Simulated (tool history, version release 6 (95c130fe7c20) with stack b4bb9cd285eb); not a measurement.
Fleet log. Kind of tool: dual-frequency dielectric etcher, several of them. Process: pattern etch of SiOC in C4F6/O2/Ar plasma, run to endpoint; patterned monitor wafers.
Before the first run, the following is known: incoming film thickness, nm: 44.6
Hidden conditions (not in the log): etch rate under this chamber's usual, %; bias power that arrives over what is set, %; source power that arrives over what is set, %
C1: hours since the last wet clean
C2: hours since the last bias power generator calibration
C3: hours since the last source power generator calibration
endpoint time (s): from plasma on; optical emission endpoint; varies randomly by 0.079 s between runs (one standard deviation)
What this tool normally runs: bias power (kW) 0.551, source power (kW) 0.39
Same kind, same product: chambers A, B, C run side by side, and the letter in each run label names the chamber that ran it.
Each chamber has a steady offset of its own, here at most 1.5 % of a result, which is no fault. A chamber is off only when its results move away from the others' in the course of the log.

Run 1A, day 0.188: usual settings; C1 179.4; C2 2096.6; C3 2573.1. Result: endpoint time (s) 14.631.
Run 2C, day 0.438: usual settings; C1 375.8; C2 551.7; C3 3212.5. Result: endpoint time (s) 14.391.
Run 3B, day 0.75: usual settings; C1 519.4; C2 2175.6; C3 540.6. Result: endpoint time (s) 14.669.
Run 4A, day 1.058: usual settings; C1 200.3; C2 2117.5; C3 2594. Result: endpoint time (s) 14.611.
Run 5B, day 1.312: usual settings; C1 532.9; C2 2189.1; C3 554.1. Result: endpoint time (s) 14.484.
Run 6C, day 1.571: usual settings; C1 403; C2 578.9; C3 3239.7. Result: endpoint time (s) 14.382.
Run 7C, day 1.892: usual settings; C1 410.7; C2 586.6; C3 3247.4. Result: endpoint time (s) 14.425.
At day 1.917: chamber B: wet clean of the chamber.
Run 8A, day 2.108: usual settings; C1 225.5; C2 2142.7; C3 2619.2. Result: endpoint time (s) 14.909.
At day 2.238: chamber C: wet clean of the chamber.
Run 9B, day 2.467: usual settings; C1 13.3; C2 2216.8; C3 581.8. Result: endpoint time (s) 14.514.
Run 10C, day 2.771: usual settings but source power (kW) 0.49; C1 12.9; C2 607.7; C3 3268.5. Result: endpoint time (s) 13.37.
Run 11A, day 3.108: usual settings but source power (kW) 0.49; C1 249.5; C2 2166.7; C3 2643.2. Result: endpoint time (s) 13.488.
Run 12B, day 3.371: usual settings but source power (kW) 0.49; C1 35; C2 2238.5; C3 603.5. Result: endpoint time (s) 13.433.
Run 13B, day 3.642: usual settings; C1 41.5; C2 2245; C3 610. Result: endpoint time (s) 14.632.
Run 14A, day 3.946: usual settings; C1 269.6; C2 2186.8; C3 2663.3. Result: endpoint time (s) 14.828.
Run 15C, day 4.204: usual settings; C1 47.3; C2 642.1; C3 3302.9. Result: endpoint time (s) 14.428.
Run 16A, day 4.442: usual settings; C1 281.5; C2 2198.7; C3 2675.2. Result: endpoint time (s) 14.895.
Run 17C, day 4.696: usual settings; C1 59.1; C2 653.9; C3 3314.7. Result: endpoint time (s) 14.484.
Run 18B, day 4.992: usual settings; C1 73.9; C2 2277.4; C3 642.4. Result: endpoint time (s) 14.589.
Run 19B, day 5.267: usual settings; C1 80.5; C2 2284; C3 649. Result: endpoint time (s) 14.605.
Run 20A, day 5.488: usual settings but source power (kW) 0.32; C1 306.6; C2 2223.8; C3 2700.3. Result: endpoint time (s) 16.213.
Run 21C, day 5.862: usual settings but source power (kW) 0.32; C1 87.1; C2 681.9; C3 3342.7. Result: endpoint time (s) 15.478.
Run 22B, day 6.054: usual settings but source power (kW) 0.32; C1 99.4; C2 2302.9; C3 667.9. Result: endpoint time (s) 15.718.
Run 23A, day 6.225: usual settings but bias power (kW) 0.499; C1 324.3; C2 2241.5; C3 2718. Result: endpoint time (s) 15.651.
Run 24C, day 6.521: usual settings but bias power (kW) 0.499; C1 102.9; C2 697.7; C3 3358.5. Result: endpoint time (s) 14.943.
Run 25B, day 6.712: usual settings but bias power (kW) 0.499; C1 115.2; C2 2318.7; C3 683.7. Result: endpoint time (s) 15.266.

Predict what each chamber gives when all 3 of them run the settings below next.
Run 26A, day 6.996: usual settings. Result: endpoint time (s) ?.
Run 26B, day 6.996: usual settings. Result: endpoint time (s) ?.
Run 26C, day 6.996: usual settings. Result: endpoint time (s) ?.

run  endpoint time (s)
26A              15.05
26B             14.656
26C             14.453
